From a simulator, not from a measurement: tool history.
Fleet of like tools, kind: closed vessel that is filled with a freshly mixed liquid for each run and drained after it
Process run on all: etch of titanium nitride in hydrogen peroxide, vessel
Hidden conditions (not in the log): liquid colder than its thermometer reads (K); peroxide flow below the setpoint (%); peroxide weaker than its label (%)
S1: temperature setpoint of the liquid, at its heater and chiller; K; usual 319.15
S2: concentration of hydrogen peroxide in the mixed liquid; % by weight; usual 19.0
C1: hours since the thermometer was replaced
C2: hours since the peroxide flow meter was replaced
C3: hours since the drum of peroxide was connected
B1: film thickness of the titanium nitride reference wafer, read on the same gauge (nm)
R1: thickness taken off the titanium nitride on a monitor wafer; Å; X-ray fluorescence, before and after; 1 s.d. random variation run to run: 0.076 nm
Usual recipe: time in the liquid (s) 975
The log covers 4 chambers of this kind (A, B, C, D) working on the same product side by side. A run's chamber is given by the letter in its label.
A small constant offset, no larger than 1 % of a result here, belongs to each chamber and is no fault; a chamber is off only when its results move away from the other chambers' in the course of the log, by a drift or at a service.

At hour 2.9: chamber A: thermometer replaced.
Run 1D, hour 4.4: usual settings; C1 390.5; C2 424.3; C3 251.9; B1 40.048. Result: R1 230.94 Å.
Run 2B, hour 9.6: usual settings; C1 1393.3; C2 1535.6; C3 171.1; B1 40.070. Result: R1 227.79 Å.
Run 3C, hour 14.6: usual settings; C1 1288.4; C2 76.1; C3 151.6; B1 39.977. Result: R1 230.73 Å.
Run 4A, hour 19.4: usual settings; C1 16.6; C2 551.2; C3 207.9; B1 40.011. Result: R1 226.81 Å.
Run 5C, hour 25.1: usual settings; C1 1298.9; C2 86.6; C3 162.1; B1 40.025. Result: R1 230.08 Å.
Run 6D, hour 28.7: usual settings but S1 323.15 K; C1 414.8; C2 448.6; C3 276.2; B1 40.051. Result: R1 308.56 Å.
Run 7B, hour 31.4: usual settings but S1 323.15 K; C1 1415.1; C2 1557.4; C3 192.9; B1 39.993. Result: R1 305.45 Å.
Run 8A, hour 34.8: usual settings but S1 323.15 K; C1 32.0; C2 566.6; C3 223.3; B1 40.026. Result: R1 307.60 Å.
Run 9C, hour 39.7: usual settings but S1 323.15 K; C1 1313.5; C2 101.2; C3 176.7; B1 39.945. Result: R1 309.44 Å.
Run 10B, hour 45.5: usual settings; C1 1429.2; C2 1571.5; C3 207.0; B1 39.987. Result: R1 228.69 Å.
Run 11A, hour 49.5: usual settings; C1 46.7; C2 581.3; C3 238.0; B1 40.012. Result: R1 228.14 Å.
Run 12D, hour 52.2: usual settings; C1 438.3; C2 472.1; C3 299.7; B1 39.986. Result: R1 229.75 Å.
Run 13D, hour 56.7: usual settings; C1 442.8; C2 476.6; C3 304.2; B1 39.988. Result: R1 228.93 Å.
Run 14A, hour 59.3: usual settings; C1 56.5; C2 591.1; C3 247.8; B1 39.983. Result: R1 228.17 Å.
Run 15B, hour 63.0: usual settings; C1 1446.7; C2 1589.0; C3 224.5; B1 39.975. Result: R1 229.20 Å.
Run 16C, hour 66.8: usual settings; C1 1340.6; C2 128.3; C3 203.8; B1 39.991. Result: R1 229.31 Å.
Run 17A, hour 70.0: usual settings; C1 67.2; C2 601.8; C3 258.5; B1 39.998. Result: R1 228.39 Å.
Run 18C, hour 74.4: usual settings but S1 313.15 K, S2 22.5 % by weight; C1 1348.2; C2 135.9; C3 211.4; B1 40.013. Result: R1 152.33 Å.
Run 19B, hour 79.6: usual settings but S1 313.15 K, S2 22.5 % by weight; C1 1463.3; C2 1605.6; C3 241.1; B1 40.007. Result: R1 149.81 Å.
Run 20D, hour 85.1: usual settings but S1 313.15 K, S2 22.5 % by weight; C1 471.2; C2 505.0; C3 332.6; B1 39.966. Result: R1 149.69 Å.
Run 21D, hour 90.2: usual settings but S1 313.15 K, S2 22.5 % by weight; C1 476.3; C2 510.1; C3 337.7; B1 39.958. Result: R1 149.87 Å.
Run 22B, hour 95.7: usual settings; C1 1479.4; C2 1621.7; C3 257.2; B1 39.976. Result: R1 226.79 Å.
Run 23A, hour 98.5: usual settings; C1 95.7; C2 630.3; C3 287.0; B1 39.975. Result: R1 228.83 Å.
Run 24C, hour 104.0: usual settings; C1 1377.8; C2 165.5; C3 241.0; B1 40.011. Result: R1 229.94 Å.
Run 25B, hour 107.7: usual settings; C1 1491.4; C2 1633.7; C3 269.2; B1 40.025. Result: R1 227.57 Å.
Run 26A, hour 113.7: usual settings; C1 110.9; C2 645.5; C3 302.2; B1 40.030. Result: R1 228.46 Å.
Run 27D, hour 118.1: usual settings; C1 504.2; C2 538.0; C3 365.6; B1 40.005. Result: R1 222.48 Å.
Run 28C, hour 121.9: usual settings; C1 1395.7; C2 183.4; C3 258.9; B1 40.064. Result: R1 229.79 Å.
Run 29B, hour 125.6: usual settings; C1 1509.3; C2 1651.6; C3 287.1; B1 39.990. Result: R1 227.29 Å.
Run 30D, hour 128.4: usual settings; C1 514.5; C2 548.3; C3 375.9; B1 39.971. Result: R1 221.48 Å.

Is one chamber off against the others, does the gauge drift, or is nothing wrong? If a chamber is off, say which, and what the likeliest cause is.

It is chamber D that slowly wanders off from its peers.
What lies behind it: liquid colder than its thermometer reads (K) = 0.476.

Below are 4 candidate recipes for chamber D's next run, each the usual settings with a change, their results shown as question marks. Which of them brings D's results back in line with what the other chambers give on the usual settings?
A result is in line if it is within this distance of the other chambers' mean on the usual settings: R1 2.70 Å
Run 31D-1, hour 132.8: usual settings but time in the liquid (s) 1005. Result: R1 ?.
Run 31D-2, hour 132.8: usual settings but time in the liquid (s) 985. Result: R1 ?.
Run 31D-3, hour 132.8: usual settings but S2 16.0 % by weight. Result: R1 ?.
Run 31D-4, hour 132.8: usual settings but time in the liquid (s) 965. Result: R1 ?.

Mean of the other chambers on the usual settings: R1 228.97 Å
  run      R1
31D-1  228.91
31D-2  224.36
31D-3  214.02
31D-4  219.80
31D-1 puts the chamber back in line with the other chambers.
